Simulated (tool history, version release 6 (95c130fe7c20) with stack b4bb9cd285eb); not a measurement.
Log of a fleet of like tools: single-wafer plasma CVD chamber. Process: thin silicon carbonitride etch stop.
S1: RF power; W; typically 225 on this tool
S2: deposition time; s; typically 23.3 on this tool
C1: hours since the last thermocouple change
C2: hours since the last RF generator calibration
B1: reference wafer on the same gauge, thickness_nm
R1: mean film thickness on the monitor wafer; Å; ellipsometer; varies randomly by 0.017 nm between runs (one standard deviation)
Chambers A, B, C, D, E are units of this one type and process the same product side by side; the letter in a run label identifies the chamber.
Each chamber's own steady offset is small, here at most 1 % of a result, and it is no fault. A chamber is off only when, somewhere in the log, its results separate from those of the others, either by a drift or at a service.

At hour 2.6: chamber A: RF generator calibrated.
Run 1E, hour 8.4: usual settings; C1 2305.9; C2 553.1; B1 11.297. Result: R1 138.23 Å.
Run 2D, hour 16.4: usual settings; C1 2246.6; C2 443.3; B1 11.302. Result: R1 136.30 Å.
Run 3A, hour 27.0: usual settings; C1 1688.4; C2 24.5; B1 11.296. Result: R1 138.68 Å.
Run 4B, hour 37.6: usual settings; C1 1512.8; C2 434.8; B1 11.297. Result: R1 137.55 Å.
Run 5C, hour 47.1: usual settings but S1 245 W; C1 1207.9; C2 709.7; B1 11.295. Result: R1 141.86 Å.
Run 6E, hour 60.8: usual settings but S1 245 W; C1 2358.3; C2 605.5; B1 11.292. Result: R1 141.62 Å.
At hour 68.9: chamber D: thermocouple changed; heater temperature recalibrated.
Run 7C, hour 69.2: usual settings but S1 245 W; C1 1230.0; C2 731.8; B1 11.291. Result: R1 141.61 Å.
Run 8A, hour 83.1: usual settings but S1 245 W; C1 1744.5; C2 80.6; B1 11.292. Result: R1 142.13 Å.
Run 9B, hour 93.0: usual settings but S1 245 W; C1 1568.2; C2 490.2; B1 11.289. Result: R1 141.22 Å.
Run 10D, hour 101.8: usual settings; C1 32.9; C2 528.7; B1 11.285. Result: R1 136.13 Å.
Run 11E, hour 109.3: usual settings; C1 2406.8; C2 654.0; B1 11.288. Result: R1 138.06 Å.
Run 12D, hour 118.0: usual settings but S1 195 W, S2 21.5 s; C1 49.1; C2 544.9; B1 11.285. Result: R1 120.57 Å.
Run 13A, hour 129.4: usual settings but S1 195 W, S2 21.5 s; C1 1790.8; C2 126.9; B1 11.285. Result: R1 122.07 Å.
Run 14C, hour 140.0: usual settings but S1 195 W, S2 21.5 s; C1 1300.8; C2 802.6; B1 11.281. Result: R1 122.12 Å.
Run 15B, hour 149.2: usual settings but S1 195 W, S2 21.5 s; C1 1624.4; C2 546.4; B1 11.278. Result: R1 121.41 Å.
Run 16B, hour 161.7: usual settings but S1 195 W, S2 21.5 s; C1 1636.9; C2 558.9; B1 11.277. Result: R1 121.37 Å.
Run 17D, hour 168.6: usual settings; C1 99.7; C2 595.5; B1 11.281. Result: R1 136.36 Å.
Run 18E, hour 183.4: usual settings; C1 2480.9; C2 728.1; B1 11.278. Result: R1 137.55 Å.
Run 19A, hour 197.2: usual settings; C1 1858.6; C2 194.7; B1 11.275. Result: R1 138.18 Å.
Run 20C, hour 208.2: usual settings; C1 1369.0; C2 870.8; B1 11.274. Result: R1 137.87 Å.
Run 21C, hour 219.8: usual settings but S2 27.4 s; C1 1380.6; C2 882.4; B1 11.276. Result: R1 162.03 Å.
At hour 233.5: chamber C: RF generator calibrated.
Run 22B, hour 234.5: usual settings but S2 27.4 s; C1 1709.7; C2 631.7; B1 11.268. Result: R1 161.57 Å.
Run 23E, hour 246.1: usual settings but S2 27.4 s; C1 2543.6; C2 790.8; B1 11.270. Result: R1 161.59 Å.
Run 24D, hour 258.3: usual settings but S2 27.4 s; C1 189.4; C2 685.2; B1 11.270. Result: R1 159.94 Å.
Run 25A, hour 268.7: usual settings but S2 27.4 s; C1 1930.1; C2 266.2; B1 11.268. Result: R1 162.27 Å.
Run 26E, hour 283.6: usual settings; C1 2581.1; C2 828.3; B1 11.265. Result: R1 137.71 Å.
Run 27B, hour 293.2: usual settings; C1 1768.4; C2 690.4; B1 11.261. Result: R1 137.19 Å.
Run 28A, hour 307.2: usual settings; C1 1968.6; C2 304.7; B1 11.259. Result: R1 138.21 Å.
Run 29C, hour 317.7: usual settings; C1 1478.5; C2 84.2; B1 11.260. Result: R1 137.58 Å.
Run 30D, hour 332.8: usual settings; C1 263.9; C2 759.7; B1 11.258. Result: R1 136.13 Å.
Run 31B, hour 346.3: usual settings; C1 1821.5; C2 743.5; B1 11.260. Result: R1 137.14 Å.
Run 32A, hour 352.9: usual settings; C1 2014.3; C2 350.4; B1 11.255. Result: R1 137.96 Å.
Run 33C, hour 365.4: usual settings; C1 1526.2; C2 131.9; B1 11.253. Result: R1 137.38 Å.
Run 34D, hour 375.5: usual settings; C1 306.6; C2 802.4; B1 11.252. Result: R1 135.96 Å.
Run 35E, hour 384.9: usual settings but S1 270 W, S2 27.7 s; C1 2682.4; C2 929.6; B1 11.250. Result: R1 172.77 Å.
Run 36A, hour 394.3: usual settings but S1 270 W, S2 27.7 s; C1 2055.7; C2 391.8; B1 11.249. Result: R1 173.18 Å.
Run 37E, hour 402.4: usual settings but S1 270 W, S2 27.7 s; C1 2699.9; C2 947.1; B1 11.254. Result: R1 172.89 Å.
Run 38C, hour 415.8: usual settings but S1 270 W, S2 27.7 s; C1 1576.6; C2 182.3; B1 11.249. Result: R1 172.56 Å.
Run 39D, hour 430.4: usual settings but S1 270 W, S2 27.7 s; C1 361.5; C2 857.3; B1 11.246. Result: R1 170.47 Å.

Decide between three cases: one chamber stands off from its peers, the gauge reading all wafers drifts, or nothing is wrong past each chamber's small offset. Where a chamber is off, say which and what most likely put it there.

No chamber is off; the gauge reading every chamber's wafers drifts, which makes the whole fleet appear to move together.
Most likely cause: gauge reads low (%) = 0.492.
